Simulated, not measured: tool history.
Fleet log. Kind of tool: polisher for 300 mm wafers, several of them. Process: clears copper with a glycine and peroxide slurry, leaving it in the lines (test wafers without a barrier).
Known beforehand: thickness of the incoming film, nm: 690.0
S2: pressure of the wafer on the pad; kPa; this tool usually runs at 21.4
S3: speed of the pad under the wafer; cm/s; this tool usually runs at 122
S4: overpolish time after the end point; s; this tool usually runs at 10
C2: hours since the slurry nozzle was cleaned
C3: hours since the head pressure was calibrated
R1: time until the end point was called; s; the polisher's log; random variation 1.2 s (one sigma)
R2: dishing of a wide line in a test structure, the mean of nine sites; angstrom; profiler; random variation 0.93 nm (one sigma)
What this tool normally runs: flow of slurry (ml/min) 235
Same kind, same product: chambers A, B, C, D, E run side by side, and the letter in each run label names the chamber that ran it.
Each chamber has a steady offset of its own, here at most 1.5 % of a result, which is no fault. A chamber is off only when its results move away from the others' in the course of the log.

Run 1B, hour 5: usual settings; wafers polished on this pad 491; C2 362.3; C3 106.5. Result: R1 107.2 s, R2 425.59 angstrom.
At hour 8.7: chamber B: slurry nozzle cleaned.
Run 2A, hour 11.7: usual settings; wafers polished on this pad 386; C2 137.3; C3 113.6. Result: R1 105.84 s, R2 443.23 angstrom.
Run 3D, hour 15.4: usual settings; wafers polished on this pad 545; C2 210.2; C3 83.5. Result: R1 107.72 s, R2 440.64 angstrom.
At hour 18.4: chamber D: worn pad replaced by a new one.
Run 4E, hour 22.6: usual settings; wafers polished on this pad 573; C2 352; C3 174.5. Result: R1 107.59 s, R2 422.41 angstrom.
Run 5C, hour 28.2: usual settings; wafers polished on this pad 396; C2 75; C3 272.3. Result: R1 108.28 s, R2 432.98 angstrom.
At hour 30.2: chamber E: worn pad replaced by a new one.
Run 6E, hour 35.8: usual settings; wafers polished on this pad 55; C2 365.2; C3 187.7. Result: R1 107.61 s, R2 428.14 angstrom.
Run 7C, hour 40: usual settings; wafers polished on this pad 512; C2 86.8; C3 284.1. Result: R1 104.3 s, R2 428.8 angstrom.
Run 8A, hour 44.4: usual settings; wafers polished on this pad 705; C2 170; C3 146.3. Result: R1 106.46 s, R2 428.02 angstrom.
Run 9B, hour 49.5: usual settings but S2 19.3 kPa; wafers polished on this pad 926; C2 40.8; C3 151. Result: R1 119.27 s, R2 389.09 angstrom.
Run 10D, hour 55: usual settings but S2 19.3 kPa; wafers polished on this pad 358; C2 249.8; C3 123.1. Result: R1 116.49 s, R2 420.67 angstrom.
Run 11C, hour 61.6: usual settings but S2 19.3 kPa; wafers polished on this pad 722; C2 108.4; C3 305.7. Result: R1 114.48 s, R2 403.82 angstrom.
Run 12E, hour 64.9: usual settings but S2 19.3 kPa; wafers polished on this pad 339; C2 394.3; C3 216.8. Result: R1 116.82 s, R2 404.83 angstrom.
Run 13B, hour 71.6: usual settings but S2 19.3 kPa; wafers polished on this pad 1141; C2 62.9; C3 173.1. Result: R1 117.75 s, R2 410.14 angstrom.
At hour 71.9: chamber A: worn pad replaced by a new one.
Run 14A, hour 76: usual settings but S3 84 cm/s, S4 12 s; wafers polished on this pad 40; C2 201.6; C3 177.9. Result: R1 147.32 s, R2 373.22 angstrom.
Run 15D, hour 83: usual settings but S3 84 cm/s, S4 12 s; wafers polished on this pad 631; C2 277.8; C3 151.1. Result: R1 148.7 s, R2 387.83 angstrom.
At hour 83.4: chamber B: worn pad replaced by a new one.
Run 16A, hour 88.8: usual settings but S3 84 cm/s, S4 12 s; wafers polished on this pad 165; C2 214.4; C3 190.7. Result: R1 147.52 s, R2 386.25 angstrom.
Run 17C, hour 94: usual settings but S3 84 cm/s, S4 12 s; wafers polished on this pad 1039; C2 140.8; C3 338.1. Result: R1 148.23 s, R2 387.57 angstrom.
At hour 94.3: chamber C: worn pad replaced by a new one.
At hour 95.4: chamber D: worn pad replaced by a new one.
At hour 97.9: chamber E: worn pad replaced by a new one.
Run 18B, hour 100: usual settings but S3 84 cm/s, S4 12 s; wafers polished on this pad 162; C2 91.3; C3 201.5. Result: R1 147.05 s, R2 389.78 angstrom.
Run 19D, hour 103.6: usual settings; wafers polished on this pad 80; C2 298.4; C3 171.7. Result: R1 109.38 s, R2 412.49 angstrom.
Run 20E, hour 107.3: usual settings but S2 29 kPa; wafers polished on this pad 91; C2 436.7; C3 259.2. Result: R1 81.737 s, R2 542.82 angstrom.
Run 21B, hour 112.3: usual settings but S2 29 kPa; wafers polished on this pad 282; C2 103.6; C3 213.8. Result: R1 82.593 s, R2 551.13 angstrom.
Run 22D, hour 116.5: usual settings but S2 29 kPa; wafers polished on this pad 206; C2 311.3; C3 184.6. Result: R1 85.614 s, R2 529.3 angstrom.
Run 23A, hour 120.5: usual settings but S2 29 kPa; wafers polished on this pad 474; C2 246.1; C3 222.4. Result: R1 80.909 s, R2 555.15 angstrom.
Run 24E, hour 126.5: usual settings but S2 29 kPa; wafers polished on this pad 279; C2 455.9; C3 278.4. Result: R1 81.461 s, R2 545.08 angstrom.
Run 25C, hour 132.9: usual settings; wafers polished on this pad 377; C2 179.7; C3 377. Result: R1 107.58 s, R2 438.56 angstrom.
Run 26C, hour 136.4: usual settings; wafers polished on this pad 411; C2 183.2; C3 380.5. Result: R1 107.32 s, R2 445.35 angstrom.
Run 27D, hour 142.8: usual settings; wafers polished on this pad 462; C2 337.6; C3 210.9. Result: R1 110.8 s, R2 428.05 angstrom.
Run 28B, hour 147.6: usual settings; wafers polished on this pad 626; C2 138.9; C3 249.1. Result: R1 107.64 s, R2 433.48 angstrom.
Run 29A, hour 151.5: usual settings; wafers polished on this pad 777; C2 277.1; C3 253.4. Result: R1 106.25 s, R2 441.29 angstrom.
Run 30E, hour 157.6: usual settings; wafers polished on this pad 583; C2 487; C3 309.5. Result: R1 106.04 s, R2 429.34 angstrom.
At hour 157.8: chamber D: worn pad replaced by a new one.
Run 31C, hour 162.6: usual settings; wafers polished on this pad 667; C2 209.4; C3 406.7. Result: R1 107.32 s, R2 438.41 angstrom.
At hour 162.9: chamber A: worn pad replaced by a new one.
At hour 166.8: chamber C: slurry nozzle cleaned.
Run 32B, hour 167: usual settings; wafers polished on this pad 816; C2 158.3; C3 268.5. Result: R1 107.72 s, R2 413.41 angstrom.
Run 33D, hour 171: usual settings; wafers polished on this pad 128; C2 365.8; C3 239.1. Result: R1 118.17 s, R2 419.64 angstrom.
At hour 171.9: chamber E: worn pad replaced by a new one.
Run 34A, hour 177.4: usual settings; wafers polished on this pad 142; C2 303; C3 279.3. Result: R1 106.88 s, R2 423.29 angstrom.
Run 35E, hour 182.6: usual settings; wafers polished on this pad 104; C2 512; C3 334.5. Result: R1 106.13 s, R2 422.74 angstrom.
Run 36C, hour 189.2: usual settings; wafers polished on this pad 927; C2 22.4; C3 433.3. Result: R1 108.04 s, R2 446.63 angstrom.
Run 37B, hour 192.9: usual settings; wafers polished on this pad 1069; C2 184.2; C3 294.4. Result: R1 106.24 s, R2 433.3 angstrom.
Run 38D, hour 197.9: usual settings but flow of slurry (ml/min) 185, S4 7 s; wafers polished on this pad 391; C2 392.7; C3 266. Result: R1 122.84 s, R2 282.94 angstrom.
Run 39E, hour 205.3: usual settings but flow of slurry (ml/min) 185, S4 7 s; wafers polished on this pad 326; C2 534.7; C3 357.2. Result: R1 107.75 s, R2 313.51 angstrom.

For the next run the whole fleet of 5 chambers uses the same settings. Give each chamber's results:
Run 40A, hour 210.7: usual settings. Result: R1 ?, R2 ?.
Run 40B, hour 210.7: usual settings. Result: R1 ?, R2 ?.
Run 40C, hour 210.7: usual settings. Result: R1 ?, R2 ?.
Run 40D, hour 210.7: usual settings. Result: R1 ?, R2 ?.
Run 40E, hour 210.7: usual settings. Result: R1 ?, R2 ?.

run      R1      R2
40A  107.67  418.16
40B  105.96  429.94
40C  107.68  442.28
40D  116.26  404.99
40E  107.06  439.57
